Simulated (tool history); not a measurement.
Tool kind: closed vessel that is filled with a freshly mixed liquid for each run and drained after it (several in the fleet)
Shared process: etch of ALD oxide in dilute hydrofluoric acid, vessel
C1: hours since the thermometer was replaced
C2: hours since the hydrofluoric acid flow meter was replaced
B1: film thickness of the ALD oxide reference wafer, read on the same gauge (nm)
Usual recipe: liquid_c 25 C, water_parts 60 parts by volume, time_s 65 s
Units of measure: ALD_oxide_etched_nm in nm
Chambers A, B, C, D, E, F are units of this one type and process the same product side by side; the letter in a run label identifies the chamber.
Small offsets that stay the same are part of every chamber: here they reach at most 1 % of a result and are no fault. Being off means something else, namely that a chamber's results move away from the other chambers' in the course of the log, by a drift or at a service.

Run 1D, hour 5.4: usual settings; C1 2059.9; C2 1272.4; B1 150.01. Result: ALD_oxide_etched_nm 18.473 nm.
Run 2E, hour 11.4: usual settings; C1 488.6; C2 267.5; B1 150.02. Result: ALD_oxide_etched_nm 18.426 nm.
Run 3A, hour 17.3: usual settings; C1 432.8; C2 715.9; B1 150.03. Result: ALD_oxide_etched_nm 18.566 nm.
Run 4B, hour 27.1: usual settings; C1 647.4; C2 535.6; B1 149.97. Result: ALD_oxide_etched_nm 18.854 nm.
Run 5C, hour 34.9: usual settings; C1 1733.4; C2 632.6; B1 150.00. Result: ALD_oxide_etched_nm 18.495 nm.
Run 6F, hour 42.1: usual settings; C1 231.2; C2 895.2; B1 149.99. Result: ALD_oxide_etched_nm 18.842 nm.
Run 7B, hour 51.1: usual settings; C1 671.4; C2 559.6; B1 150.00. Result: ALD_oxide_etched_nm 18.592 nm.
Run 8E, hour 58.7: usual settings; C1 535.9; C2 314.8; B1 149.98. Result: ALD_oxide_etched_nm 18.359 nm.
Run 9A, hour 66.6: usual settings; C1 482.1; C2 765.2; B1 150.00. Result: ALD_oxide_etched_nm 18.670 nm.
Run 10D, hour 76.5: usual settings; C1 2131.0; C2 1343.5; B1 150.01. Result: ALD_oxide_etched_nm 18.601 nm.
Run 11C, hour 83.7: usual settings; C1 1782.2; C2 681.4; B1 149.98. Result: ALD_oxide_etched_nm 18.552 nm.
Run 12F, hour 91.8: usual settings; C1 280.9; C2 944.9; B1 149.99. Result: ALD_oxide_etched_nm 18.819 nm.
Run 13F, hour 98.1: usual settings; C1 287.2; C2 951.2; B1 149.99. Result: ALD_oxide_etched_nm 18.888 nm.
Run 14A, hour 106.6: usual settings; C1 522.1; C2 805.2; B1 150.02. Result: ALD_oxide_etched_nm 18.568 nm.
Run 15B, hour 111.9: usual settings; C1 732.2; C2 620.4; B1 149.96. Result: ALD_oxide_etched_nm 18.563 nm.
Run 16D, hour 118.6: usual settings; C1 2173.1; C2 1385.6; B1 150.00. Result: ALD_oxide_etched_nm 18.673 nm.
Run 17E, hour 125.4: usual settings; C1 602.6; C2 381.5; B1 150.01. Result: ALD_oxide_etched_nm 18.553 nm.
Run 18C, hour 131.8: usual settings; C1 1830.3; C2 729.5; B1 150.01. Result: ALD_oxide_etched_nm 18.671 nm.
Run 19A, hour 141.1: usual settings; C1 556.6; C2 839.7; B1 150.00. Result: ALD_oxide_etched_nm 18.565 nm.
Run 20C, hour 148.0: usual settings; C1 1846.5; C2 745.7; B1 149.99. Result: ALD_oxide_etched_nm 18.634 nm.
At hour 150.4: chamber A: thermometer replaced.
Run 21F, hour 152.6: usual settings; C1 341.7; C2 1005.7; B1 149.99. Result: ALD_oxide_etched_nm 18.843 nm.
Run 22D, hour 160.5: usual settings; C1 2215.0; C2 1427.5; B1 149.98. Result: ALD_oxide_etched_nm 18.481 nm.
Run 23B, hour 165.3: usual settings; C1 785.6; C2 673.8; B1 149.99. Result: ALD_oxide_etched_nm 18.770 nm.
Run 24E, hour 172.4: usual settings; C1 649.6; C2 428.5; B1 149.98. Result: ALD_oxide_etched_nm 18.426 nm.
Run 25F, hour 182.3: usual settings; C1 371.4; C2 1035.4; B1 149.99. Result: ALD_oxide_etched_nm 18.840 nm.
Run 26D, hour 192.6: usual settings; C1 2247.1; C2 1459.6; B1 149.98. Result: ALD_oxide_etched_nm 18.581 nm.
Run 27A, hour 198.9: usual settings; C1 48.5; C2 897.5; B1 149.98. Result: ALD_oxide_etched_nm 18.895 nm.
At hour 200.9: chamber D: hydrofluoric acid flow meter replaced.
Run 28B, hour 206.2: usual settings but liquid_c 27 C; C1 826.5; C2 714.7; B1 150.02. Result: ALD_oxide_etched_nm 20.357 nm.
Run 29C, hour 212.0: usual settings but liquid_c 27 C; C1 1910.5; C2 809.7; B1 150.01. Result: ALD_oxide_etched_nm 20.332 nm.
Run 30E, hour 220.3: usual settings but liquid_c 27 C; C1 697.5; C2 476.4; B1 150.01. Result: ALD_oxide_etched_nm 19.911 nm.
Run 31F, hour 230.2: usual settings but liquid_c 27 C; C1 419.3; C2 1083.3; B1 149.99. Result: ALD_oxide_etched_nm 20.634 nm.
Run 32A, hour 237.3: usual settings but liquid_c 27 C; C1 86.9; C2 935.9; B1 150.00. Result: ALD_oxide_etched_nm 20.418 nm.
Run 33C, hour 244.7: usual settings but liquid_c 27 C; C1 1943.2; C2 842.4; B1 150.01. Result: ALD_oxide_etched_nm 20.381 nm.
Run 34D, hour 251.2: usual settings; C1 2305.7; C2 50.4; B1 150.03. Result: ALD_oxide_etched_nm 18.456 nm.
Run 35E, hour 260.8: usual settings; C1 738.0; C2 516.9; B1 150.00. Result: ALD_oxide_etched_nm 18.514 nm.
Run 36B, hour 271.0: usual settings; C1 891.3; C2 779.5; B1 149.96. Result: ALD_oxide_etched_nm 18.601 nm.
Run 37B, hour 277.2: usual settings but liquid_c 28 C, time_s 90 s; C1 897.5; C2 785.7; B1 150.00. Result: ALD_oxide_etched_nm 29.167 nm.
Run 38F, hour 283.6: usual settings but liquid_c 28 C, time_s 90 s; C1 472.7; C2 1136.7; B1 150.01. Result: ALD_oxide_etched_nm 30.067 nm.
Run 39E, hour 293.6: usual settings but liquid_c 28 C, time_s 90 s; C1 770.8; C2 549.7; B1 150.01. Result: ALD_oxide_etched_nm 28.545 nm.
Run 40C, hour 303.0: usual settings but liquid_c 28 C, time_s 90 s; C1 2001.5; C2 900.7; B1 150.02. Result: ALD_oxide_etched_nm 29.296 nm.

The same settings go to every chamber for the next run, one line per chamber below. Forecast the results for each:
Run 41A, hour 310.3: usual settings. Result: ALD_oxide_etched_nm ?.
Run 41B, hour 310.3: usual settings. Result: ALD_oxide_etched_nm ?.
Run 41C, hour 310.3: usual settings. Result: ALD_oxide_etched_nm ?.
Run 41D, hour 310.3: usual settings. Result: ALD_oxide_etched_nm ?.
Run 41E, hour 310.3: usual settings. Result: ALD_oxide_etched_nm ?.
Run 41F, hour 310.3: usual settings. Result: ALD_oxide_etched_nm ?.

run  ALD_oxide_etched_nm
41A               18.802
41B               18.558
41C               18.558
41D               18.511
41E               18.277
41F               19.328
